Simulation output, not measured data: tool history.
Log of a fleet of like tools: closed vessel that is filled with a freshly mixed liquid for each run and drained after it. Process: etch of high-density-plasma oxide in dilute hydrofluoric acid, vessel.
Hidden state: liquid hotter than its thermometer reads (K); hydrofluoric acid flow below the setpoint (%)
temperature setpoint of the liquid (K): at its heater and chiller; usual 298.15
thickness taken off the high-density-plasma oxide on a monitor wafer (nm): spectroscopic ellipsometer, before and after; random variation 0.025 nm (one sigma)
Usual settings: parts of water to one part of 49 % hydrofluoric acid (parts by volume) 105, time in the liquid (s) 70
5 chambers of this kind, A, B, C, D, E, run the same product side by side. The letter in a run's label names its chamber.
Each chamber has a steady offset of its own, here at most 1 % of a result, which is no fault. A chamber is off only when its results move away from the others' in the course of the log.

run,day,temperature setpoint of the liquid (K),parts of water to one part of 49 % hydrofluoric acid (parts by volume),time in the liquid (s),hours since the thermometer was replaced,hours since the hydrofluoric acid flow meter was replaced,"read-back film thickness of the high-density-plasma oxide reference wafer, read on the same gauge (nm)",thickness taken off the high-density-plasma oxide on a monitor wafer (nm)
1A,0.329,298.15,105,70,664.8,56.2,140.01,6.8921
2D,0.717,298.15,105,70,993.4,1166.7,140.01,6.9069
3C,1.112,298.15,105,70,911.0,1944.1,140.02,6.8795
4E,1.467,298.15,105,70,717.2,390.8,139.97,6.9114
5B,1.929,298.15,60,50,951.9,2597.7,140.02,8.9565
6B,2.175,298.15,60,50,957.8,2603.6,140.01,8.9795
7A,2.571,298.15,60,50,718.6,110.0,140.01,9.1076
8E,2.783,298.15,60,50,748.8,422.4,140.01,9.2017
9C,3.117,298.15,60,50,959.1,1992.2,139.99,9.0846
10D,3.533,298.15,105,70,1061.0,1234.3,139.98,6.8132
11C,3.983,298.15,105,70,979.9,2013.0,139.98,6.8531
12B,4.250,298.15,105,70,1007.6,2653.4,139.97,6.7804
13A,4.683,298.15,105,70,769.3,160.7,139.97,6.8254
14D,5.138,298.15,70,70,1099.5,1272.8,140.02,10.8130
# day 5.317: chamber E: hydrofluoric acid flow meter replaced
# day 5.317: chamber B: hydrofluoric acid flow meter replaced
15E,5.579,298.15,70,70,815.9,6.4,140.01,10.8930
16C,5.846,298.15,70,70,1024.6,2057.7,140.01,10.8240
17E,6.175,298.15,70,70,830.2,20.7,140.02,10.9460
18D,6.446,298.15,70,70,1130.9,1304.2,139.98,10.7310
19B,6.871,298.15,105,70,1070.5,37.4,140.02,6.8557
20A,7.358,298.15,105,70,833.5,224.9,139.98,6.8135
21E,7.817,302.65,70,70,869.6,60.1,139.99,13.0420
22C,8.033,302.65,70,70,1077.1,2110.2,140.00,12.8800
23A,8.333,302.65,70,70,856.9,248.3,139.97,12.8040
24D,8.788,302.65,70,70,1187.1,1360.4,139.99,12.8090
25B,9.038,302.65,70,70,1122.5,89.4,140.00,12.6960
26A,9.508,298.15,105,70,885.1,276.5,140.02,6.8316
27E,9.975,298.15,105,70,921.4,111.9,139.98,6.9558
28C,10.379,298.15,105,70,1133.4,2166.5,140.00,6.9224
29B,10.746,298.15,60,70,1163.5,130.4,139.95,12.5400
30D,11.154,298.15,60,70,1243.9,1417.2,140.03,12.6800
31A,11.562,298.15,60,70,934.4,325.8,140.01,12.7480
32D,12.008,298.15,60,70,1264.4,1437.7,140.01,12.7460
33C,12.488,298.15,60,70,1184.0,2217.1,139.99,12.7720
34E,12.883,298.15,105,70,991.2,181.7,139.98,6.9399
35B,13.288,303.15,105,70,1224.5,191.4,140.01,8.3054
36D,13.750,303.15,105,70,1306.2,1479.5,140.02,8.3490
37E,14.021,303.15,105,70,1018.5,209.0,139.97,8.4116

Next, every chamber runs the same settings. What will each give?
38A,14.371,301.15,105,70,,,,?
38B,14.371,301.15,105,70,,,,?
38C,14.371,301.15,105,70,,,,?
38D,14.371,301.15,105,70,,,,?
38E,14.371,301.15,105,70,,,,?

run,thickness taken off the high-density-plasma oxide on a monitor wafer (nm)
38A,7.6148
38B,7.6467
38C,7.7585
38D,7.6962
38E,7.7565

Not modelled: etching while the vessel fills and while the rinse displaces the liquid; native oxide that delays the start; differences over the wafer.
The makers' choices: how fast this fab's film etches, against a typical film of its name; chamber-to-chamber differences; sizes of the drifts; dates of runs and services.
